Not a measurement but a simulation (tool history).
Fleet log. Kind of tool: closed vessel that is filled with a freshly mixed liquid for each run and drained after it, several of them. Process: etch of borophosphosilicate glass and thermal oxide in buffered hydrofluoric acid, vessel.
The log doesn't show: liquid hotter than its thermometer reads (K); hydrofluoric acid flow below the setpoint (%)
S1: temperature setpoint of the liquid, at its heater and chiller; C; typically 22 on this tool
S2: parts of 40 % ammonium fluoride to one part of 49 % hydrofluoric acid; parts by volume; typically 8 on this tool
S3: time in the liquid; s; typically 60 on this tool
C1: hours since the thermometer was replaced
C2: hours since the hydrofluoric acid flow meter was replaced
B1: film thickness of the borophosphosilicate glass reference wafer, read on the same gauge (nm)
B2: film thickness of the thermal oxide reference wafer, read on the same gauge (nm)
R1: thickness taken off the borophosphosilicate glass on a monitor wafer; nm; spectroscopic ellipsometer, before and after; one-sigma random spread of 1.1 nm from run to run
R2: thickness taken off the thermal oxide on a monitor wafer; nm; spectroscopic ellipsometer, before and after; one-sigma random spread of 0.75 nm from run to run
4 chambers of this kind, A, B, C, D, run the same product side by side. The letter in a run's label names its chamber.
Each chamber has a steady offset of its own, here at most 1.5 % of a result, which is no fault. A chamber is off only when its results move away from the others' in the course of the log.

run,hour,S1,S2,S3,C1,C2,B1,B2,R1,R2
1B,10.5,22,8,60,1250.6,179,120,149.99,120.01,77.862
2A,19.1,22,8,60,746.8,1768.8,120.01,150,117.2,77.204
3C,25.7,22,8,60,2405.1,508.7,120.03,149.99,116.7,76.657
4D,34.9,22,8,60,1435.2,700.5,120,150.02,117.93,76.116
5D,40.8,22,8,60,1441.1,706.4,119.97,149.99,117,76.985
6C,49.4,22,8,60,2428.8,532.4,119.98,150.01,117.08,77.189
7B,54.8,22,8,60,1294.9,223.3,119.98,150.01,119.62,79.379
8A,65.6,22,8,85,793.3,1815.3,120,150.01,166.2,113.64
9D,73.3,22,8,85,1473.6,738.9,120,149.99,167,108.16
10C,78.3,22,8,85,2457.7,561.3,120.01,149.98,170.02,109.47
11A,87.5,22,8,85,815.2,1837.2,120,149.99,167.79,111.52
12B,93,24,9.5,60,1333.1,261.5,120,150.01,113.85,74.254
# hour 94.6: chamber D: hydrofluoric acid flow meter replaced
13B,104,24,9.5,60,1344.1,272.5,120,150.01,113.95,74.212
14C,111.6,24,9.5,60,2491,594.6,119.99,150,112.63,72.288
15D,116.9,24,9.5,60,1517.2,22.3,120.01,150.01,113.64,73.4
16A,127.4,22,8,60,855.1,1877.1,119.97,150.02,117.69,79.673
17A,138.1,22,8,60,865.8,1887.8,119.99,149.99,116.87,77.176
18D,146.5,22,5.5,60,1546.8,51.9,119.97,149.99,169.27,112.18
19B,157.5,22,5.5,60,1397.6,326,119.99,150,169.37,110.86
20C,164,22,5.5,60,2543.4,647,119.98,149.98,171.1,107.26
# hour 170.3: chamber C: thermometer replaced
21B,171,22,5.5,60,1411.1,339.5,119.99,150.02,170.56,112.23
22C,181,22,8,60,10.8,664,119.99,150,117.87,76.79
23D,189.7,22,8,75,1590,95.1,120,150,147.74,94.465
24A,196,22,8,75,923.7,1945.7,119.98,150.01,147.52,97.355

All chambers now run identical settings, listed one chamber a line with results as question marks. What results will each chamber show?
25A,203.9,22,8,60,,,,,?,?
25B,203.9,22,8,60,,,,,?,?
25C,203.9,22,8,60,,,,,?,?
25D,203.9,22,8,60,,,,,?,?

run,R1,R2
25A,116.68,78.111
25B,119.44,77.455
25C,118.27,78.432
25D,116.7,77.021
